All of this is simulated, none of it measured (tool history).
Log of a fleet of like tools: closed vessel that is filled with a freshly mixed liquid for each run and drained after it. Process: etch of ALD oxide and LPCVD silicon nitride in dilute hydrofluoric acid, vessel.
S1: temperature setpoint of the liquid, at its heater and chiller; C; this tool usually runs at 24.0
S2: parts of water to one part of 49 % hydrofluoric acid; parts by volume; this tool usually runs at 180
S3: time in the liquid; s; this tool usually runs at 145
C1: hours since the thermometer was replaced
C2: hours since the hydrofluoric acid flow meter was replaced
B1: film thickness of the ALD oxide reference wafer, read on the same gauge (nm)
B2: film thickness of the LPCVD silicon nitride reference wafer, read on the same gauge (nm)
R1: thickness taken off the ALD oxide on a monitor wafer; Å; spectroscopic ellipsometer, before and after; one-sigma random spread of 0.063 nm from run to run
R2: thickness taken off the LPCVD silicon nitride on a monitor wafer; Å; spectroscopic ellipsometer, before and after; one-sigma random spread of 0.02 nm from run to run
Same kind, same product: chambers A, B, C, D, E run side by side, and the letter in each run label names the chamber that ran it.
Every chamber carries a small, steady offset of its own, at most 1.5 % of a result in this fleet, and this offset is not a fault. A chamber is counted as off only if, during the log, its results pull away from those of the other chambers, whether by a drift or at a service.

{"run": "1A", "hour": 9.2, "S1": 24.0, "S2": 180, "S3": 145, "C1": 920.9, "C2": 1333.1, "B1": 100.04, "B2": 40.014, "R1": 105.19, "R2": 3.6777}
{"run": "2E", "hour": 19.6, "S1": 24.0, "S2": 180, "S3": 145, "C1": 676.2, "C2": 1760.5, "B1": 100.01, "B2": 39.989, "R1": 106.6, "R2": 3.957}
{"run": "3B", "hour": 30.5, "S1": 24.0, "S2": 180, "S3": 145, "C1": 256.6, "C2": 58.0, "B1": 99.975, "B2": 39.988, "R1": 105.24, "R2": 3.9416}
{"run": "4D", "hour": 39.5, "S1": 24.0, "S2": 180, "S3": 145, "C1": 68.3, "C2": 351.9, "B1": 100.04, "B2": 39.994, "R1": 106.39, "R2": 4.2167}
{"run": "5C", "hour": 48.7, "S1": 24.0, "S2": 180, "S3": 145, "C1": 895.5, "C2": 451.1, "B1": 100.01, "B2": 39.986, "R1": 107.35, "R2": 3.8636}
{"run": "6E", "hour": 57.9, "S1": 24.0, "S2": 180, "S3": 145, "C1": 714.5, "C2": 1798.8, "B1": 99.996, "B2": 40.037, "R1": 107.15, "R2": 4.1769}
{"run": "7C", "hour": 65.8, "S1": 24.0, "S2": 180, "S3": 145, "C1": 912.6, "C2": 468.2, "B1": 99.998, "B2": 39.982, "R1": 107.95, "R2": 3.7765}
{"run": "8B", "hour": 72.9, "S1": 24.0, "S2": 180, "S3": 145, "C1": 299.0, "C2": 100.4, "B1": 100.03, "B2": 39.996, "R1": 105.04, "R2": 4.1981}
{"run": "9D", "hour": 80.0, "S1": 24.0, "S2": 180, "S3": 145, "C1": 108.8, "C2": 392.4, "B1": 100.02, "B2": 40.031, "R1": 107.32, "R2": 4.0196}
{"run": "10A", "hour": 92.2, "S1": 24.0, "S2": 180, "S3": 145, "C1": 1003.9, "C2": 1416.1, "B1": 100.03, "B2": 40.05, "R1": 105.64, "R2": 4.2654}
{"run": "11A", "hour": 103.3, "S1": 24.0, "S2": 180, "S3": 145, "C1": 1015.0, "C2": 1427.2, "B1": 100.01, "B2": 40.04, "R1": 106.32, "R2": 3.9715}
{"run": "12C", "hour": 112.6, "S1": 24.0, "S2": 180, "S3": 145, "C1": 959.4, "C2": 515.0, "B1": 99.983, "B2": 39.947, "R1": 107.32, "R2": 3.8494}
{"run": "13D", "hour": 121.4, "S1": 24.0, "S2": 180, "S3": 145, "C1": 150.2, "C2": 433.8, "B1": 99.991, "B2": 40.053, "R1": 106.97, "R2": 4.0753}
{"run": "14E", "hour": 129.1, "S1": 24.0, "S2": 180, "S3": 145, "C1": 785.7, "C2": 1870.0, "B1": 100.03, "B2": 40.07, "R1": 106.47, "R2": 4.3635}
{"run": "15B", "hour": 137.7, "S1": 24.0, "S2": 180, "S3": 145, "C1": 363.8, "C2": 165.2, "B1": 99.985, "B2": 39.954, "R1": 106.47, "R2": 3.8208}
{"run": "16B", "hour": 146.9, "S1": 24.0, "S2": 180, "S3": 145, "C1": 373.0, "C2": 174.4, "B1": 99.959, "B2": 39.978, "R1": 104.39, "R2": 4.3606}
{"run": "17C", "hour": 157.3, "S1": 24.0, "S2": 180, "S3": 145, "C1": 1004.1, "C2": 559.7, "B1": 99.995, "B2": 40.074, "R1": 107.37, "R2": 4.1605}
{"run": "18E", "hour": 167.9, "S1": 24.0, "S2": 180, "S3": 145, "C1": 824.5, "C2": 1908.8, "B1": 99.999, "B2": 40.03, "R1": 106.16, "R2": 3.9647}
{"run": "19D", "hour": 179.2, "S1": 24.0, "S2": 180, "S3": 145, "C1": 208.0, "C2": 491.6, "B1": 99.969, "B2": 40.03, "R1": 106.34, "R2": 4.1412}
{"run": "20A", "hour": 187.0, "S1": 24.0, "S2": 180, "S3": 145, "C1": 1098.7, "C2": 1510.9, "B1": 99.993, "B2": 40.013, "R1": 107.27, "R2": 4.0739}
{"run": "21C", "hour": 194.3, "S1": 24.0, "S2": 180, "S3": 145, "C1": 1041.1, "C2": 596.7, "B1": 100.02, "B2": 39.976, "R1": 107.42, "R2": 4.2626}
{"run": "22A", "hour": 205.8, "S1": 24.0, "S2": 180, "S3": 145, "C1": 1117.5, "C2": 1529.7, "B1": 100.04, "B2": 39.968, "R1": 106.06, "R2": 3.6604}
{"run": "23E", "hour": 215.1, "S1": 24.0, "S2": 180, "S3": 145, "C1": 871.7, "C2": 1956.0, "B1": 99.984, "B2": 40.025, "R1": 105.76, "R2": 4.1924}
{"run": "24B", "hour": 220.5, "S1": 24.0, "S2": 180, "S3": 145, "C1": 446.6, "C2": 248.0, "B1": 100.05, "B2": 40.002, "R1": 105.32, "R2": 4.406}
{"run": "25D", "hour": 232.4, "S1": 24.0, "S2": 180, "S3": 145, "C1": 261.2, "C2": 544.8, "B1": 99.979, "B2": 39.967, "R1": 105.69, "R2": 4.5198}
{"run": "26E", "hour": 238.6, "S1": 24.0, "S2": 180, "S3": 145, "C1": 895.2, "C2": 1979.5, "B1": 100.05, "B2": 40.039, "R1": 106.57, "R2": 3.7806}
{"run": "27B", "hour": 245.9, "S1": 24.0, "S2": 180, "S3": 145, "C1": 472.0, "C2": 273.4, "B1": 99.999, "B2": 40.04, "R1": 104.61, "R2": 4.2399}
{"run": "28C", "hour": 257.7, "S1": 24.0, "S2": 180, "S3": 145, "C1": 1104.5, "C2": 660.1, "B1": 100.0, "B2": 39.985, "R1": 107.19, "R2": 3.592}
{"run": "29D", "hour": 265.2, "S1": 24.0, "S2": 180, "S3": 145, "C1": 294.0, "C2": 577.6, "B1": 99.957, "B2": 39.96, "R1": 106.99, "R2": 3.9576}
{"run": "30A", "hour": 271.3, "S1": 27.5, "S2": 180, "S3": 145, "C1": 1183.0, "C2": 1595.2, "B1": 100.01, "B2": 39.969, "R1": 120.61, "R2": 5.5424}
{"run": "31E", "hour": 279.3, "S1": 27.5, "S2": 180, "S3": 145, "C1": 935.9, "C2": 2020.2, "B1": 99.974, "B2": 40.004, "R1": 122.14, "R2": 5.0637}
{"run": "32C", "hour": 291.7, "S1": 27.5, "S2": 180, "S3": 145, "C1": 1138.5, "C2": 694.1, "B1": 100.02, "B2": 40.049, "R1": 121.34, "R2": 4.8956}
{"run": "33B", "hour": 299.2, "S1": 27.5, "S2": 180, "S3": 145, "C1": 525.3, "C2": 326.7, "B1": 100.02, "B2": 39.997, "R1": 118.77, "R2": 5.4582}
{"run": "34D", "hour": 306.7, "S1": 27.5, "S2": 180, "S3": 145, "C1": 335.5, "C2": 619.1, "B1": 99.997, "B2": 39.914, "R1": 120.8, "R2": 5.4476}

Next, every chamber runs the same settings. What will each give?
{"run": "35A", "hour": 315.6, "S1": 24.0, "S2": 180, "S3": 145, "R1": "?", "R2": "?"}
{"run": "35B", "hour": 315.6, "S1": 24.0, "S2": 180, "S3": 145, "R1": "?", "R2": "?"}
{"run": "35C", "hour": 315.6, "S1": 24.0, "S2": 180, "S3": 145, "R1": "?", "R2": "?"}
{"run": "35D", "hour": 315.6, "S1": 24.0, "S2": 180, "S3": 145, "R1": "?", "R2": "?"}
{"run": "35E", "hour": 315.6, "S1": 24.0, "S2": 180, "S3": 145, "R1": "?", "R2": "?"}

run=35A R1=106.49 R2=3.8947
run=35B R1=105.15 R2=4.1332
run=35C R1=107.11 R2=3.9341
run=35D R1=106.01 R2=4.1851
run=35E R1=106.09 R2=3.9581

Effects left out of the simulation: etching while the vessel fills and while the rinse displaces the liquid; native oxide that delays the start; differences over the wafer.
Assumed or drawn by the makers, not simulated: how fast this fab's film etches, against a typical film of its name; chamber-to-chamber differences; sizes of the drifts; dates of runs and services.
